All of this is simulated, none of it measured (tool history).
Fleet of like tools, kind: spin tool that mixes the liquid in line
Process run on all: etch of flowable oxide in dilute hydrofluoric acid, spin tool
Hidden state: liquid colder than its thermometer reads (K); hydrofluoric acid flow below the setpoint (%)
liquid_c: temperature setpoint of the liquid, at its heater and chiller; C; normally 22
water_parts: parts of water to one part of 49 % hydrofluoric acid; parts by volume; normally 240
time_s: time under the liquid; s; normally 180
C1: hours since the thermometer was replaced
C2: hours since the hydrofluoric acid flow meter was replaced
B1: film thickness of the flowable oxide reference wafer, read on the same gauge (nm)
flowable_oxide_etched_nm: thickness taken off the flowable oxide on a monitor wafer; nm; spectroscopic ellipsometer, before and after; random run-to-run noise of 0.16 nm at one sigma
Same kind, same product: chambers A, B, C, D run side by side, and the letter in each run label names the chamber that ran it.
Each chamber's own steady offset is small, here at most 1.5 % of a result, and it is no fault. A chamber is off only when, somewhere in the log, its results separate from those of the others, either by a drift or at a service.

Run 1C, day 0.25: usual settings; C1 616; C2 1318.4; B1 149.98. Result: flowable_oxide_etched_nm 19.046 nm.
Run 2D, day 0.533: usual settings; C1 1230.2; C2 344.6; B1 150.01. Result: flowable_oxide_etched_nm 18.936 nm.
Run 3A, day 0.862: usual settings; C1 231.3; C2 249.7; B1 149.98. Result: flowable_oxide_etched_nm 19.085 nm.
Run 4B, day 1.133: usual settings; C1 324.8; C2 2085.9; B1 149.98. Result: flowable_oxide_etched_nm 18.724 nm.
Run 5C, day 1.658: usual settings; C1 649.8; C2 1352.2; B1 150.04. Result: flowable_oxide_etched_nm 18.761 nm.
Run 6A, day 2.1: usual settings; C1 261; C2 279.4; B1 150.01. Result: flowable_oxide_etched_nm 18.716 nm.
Run 7B, day 2.333: usual settings; C1 353.6; C2 2114.7; B1 150.01. Result: flowable_oxide_etched_nm 18.315 nm.
Run 8D, day 2.742: usual settings; C1 1283.2; C2 397.6; B1 150.03. Result: flowable_oxide_etched_nm 18.616 nm.
At day 2.975: chamber B: hydrofluoric acid flow meter replaced.
Run 9A, day 3.133: usual settings; C1 285.8; C2 304.2; B1 149.98. Result: flowable_oxide_etched_nm 18.982 nm.
Run 10D, day 3.617: usual settings; C1 1304.2; C2 418.6; B1 149.99. Result: flowable_oxide_etched_nm 18.955 nm.
Run 11C, day 4.033: usual settings; C1 706.8; C2 1409.2; B1 149.97. Result: flowable_oxide_etched_nm 18.819 nm.
Run 12B, day 4.562: usual settings but liquid_c 19.5 C, water_parts 315 parts by volume; C1 407.1; C2 38.1; B1 150.05. Result: flowable_oxide_etched_nm 12.304 nm.
Run 13A, day 5.038: usual settings but liquid_c 19.5 C, water_parts 315 parts by volume; C1 331.5; C2 349.9; B1 150. Result: flowable_oxide_etched_nm 11.997 nm.
Run 14D, day 5.517: usual settings but liquid_c 19.5 C, water_parts 315 parts by volume; C1 1349.8; C2 464.2; B1 150.02. Result: flowable_oxide_etched_nm 12.469 nm.
Run 15C, day 5.933: usual settings but liquid_c 19.5 C, water_parts 315 parts by volume; C1 752.4; C2 1454.8; B1 150.01. Result: flowable_oxide_etched_nm 12.257 nm.
Run 16B, day 6.217: usual settings; C1 446.8; C2 77.8; B1 149.99. Result: flowable_oxide_etched_nm 18.727 nm.
Run 17A, day 6.462: usual settings; C1 365.7; C2 384.1; B1 150.01. Result: flowable_oxide_etched_nm 18.658 nm.
Run 18C, day 6.825: usual settings; C1 773.8; C2 1476.2; B1 150.02. Result: flowable_oxide_etched_nm 18.921 nm.
Run 19B, day 7.204: usual settings; C1 470.5; C2 101.5; B1 149.99. Result: flowable_oxide_etched_nm 18.552 nm.
Run 20D, day 7.688: usual settings; C1 1401.9; C2 516.3; B1 150.01. Result: flowable_oxide_etched_nm 19.136 nm.
Run 21A, day 7.925: usual settings; C1 400.8; C2 419.2; B1 150.02. Result: flowable_oxide_etched_nm 18.404 nm.
Run 22D, day 8.3: usual settings but liquid_c 17.5 C, time_s 265 s; C1 1416.6; C2 531; B1 149.98. Result: flowable_oxide_etched_nm 23.481 nm.
Run 23B, day 8.725: usual settings but liquid_c 17.5 C, time_s 265 s; C1 507; C2 138; B1 150. Result: flowable_oxide_etched_nm 23.061 nm.
Run 24C, day 8.988: usual settings but liquid_c 17.5 C, time_s 265 s; C1 825.7; C2 1528.1; B1 149.99. Result: flowable_oxide_etched_nm 23.218 nm.
Run 25C, day 9.321: usual settings but liquid_c 17.5 C, time_s 265 s; C1 833.7; C2 1536.1; B1 150. Result: flowable_oxide_etched_nm 22.863 nm.
Run 26B, day 9.817: usual settings; C1 533.2; C2 164.2; B1 149.98. Result: flowable_oxide_etched_nm 18.861 nm.
Run 27D, day 10.3: usual settings; C1 1464.6; C2 579; B1 150.01. Result: flowable_oxide_etched_nm 18.657 nm.
Run 28A, day 10.788: usual settings; C1 469.5; C2 487.9; B1 150.03. Result: flowable_oxide_etched_nm 18.072 nm.
Run 29B, day 11.225: usual settings; C1 567; C2 198; B1 150.01. Result: flowable_oxide_etched_nm 18.345 nm.
Run 30D, day 11.525: usual settings; C1 1494; C2 608.4; B1 150.02. Result: flowable_oxide_etched_nm 18.927 nm.
Run 31A, day 11.792: usual settings; C1 493.6; C2 512; B1 150. Result: flowable_oxide_etched_nm 18.024 nm.
Run 32C, day 12.179: usual settings; C1 902.3; C2 1604.7; B1 149.97. Result: flowable_oxide_etched_nm 18.533 nm.
Run 33A, day 12.492: usual settings; C1 510.4; C2 528.8; B1 149.97. Result: flowable_oxide_etched_nm 17.622 nm.
Run 34D, day 12.938: usual settings; C1 1527.9; C2 642.3; B1 149.96. Result: flowable_oxide_etched_nm 19.123 nm.
Run 35C, day 13.392: usual settings; C1 931.4; C2 1633.8; B1 150. Result: flowable_oxide_etched_nm 18.671 nm.
Run 36B, day 13.696: usual settings but time_s 135 s; C1 626.3; C2 257.3; B1 150.03. Result: flowable_oxide_etched_nm 13.97 nm.
Run 37D, day 14.071: usual settings but time_s 135 s; C1 1555.1; C2 669.5; B1 150. Result: flowable_oxide_etched_nm 14.329 nm.
Run 38C, day 14.483: usual settings but time_s 135 s; C1 957.6; C2 1660; B1 149.97. Result: flowable_oxide_etched_nm 14.153 nm.
Run 39A, day 14.954: usual settings but time_s 135 s; C1 569.5; C2 587.9; B1 149.99. Result: flowable_oxide_etched_nm 13.154 nm.
Run 40B, day 15.475: usual settings; C1 669; C2 300; B1 150.01. Result: flowable_oxide_etched_nm 18.856 nm.
Run 41C, day 15.708: usual settings; C1 987; C2 1689.4; B1 149.98. Result: flowable_oxide_etched_nm 18.714 nm.

All chambers now run identical settings, listed one chamber a line with results as question marks. What results will each chamber show?
Run 42A, day 16.083: usual settings. Result: flowable_oxide_etched_nm ?.
Run 42B, day 16.083: usual settings. Result: flowable_oxide_etched_nm ?.
Run 42C, day 16.083: usual settings. Result: flowable_oxide_etched_nm ?.
Run 42D, day 16.083: usual settings. Result: flowable_oxide_etched_nm ?.

run  flowable_oxide_etched_nm
42A                    17.269
42B                    18.278
42C                    18.644
42D                    18.803
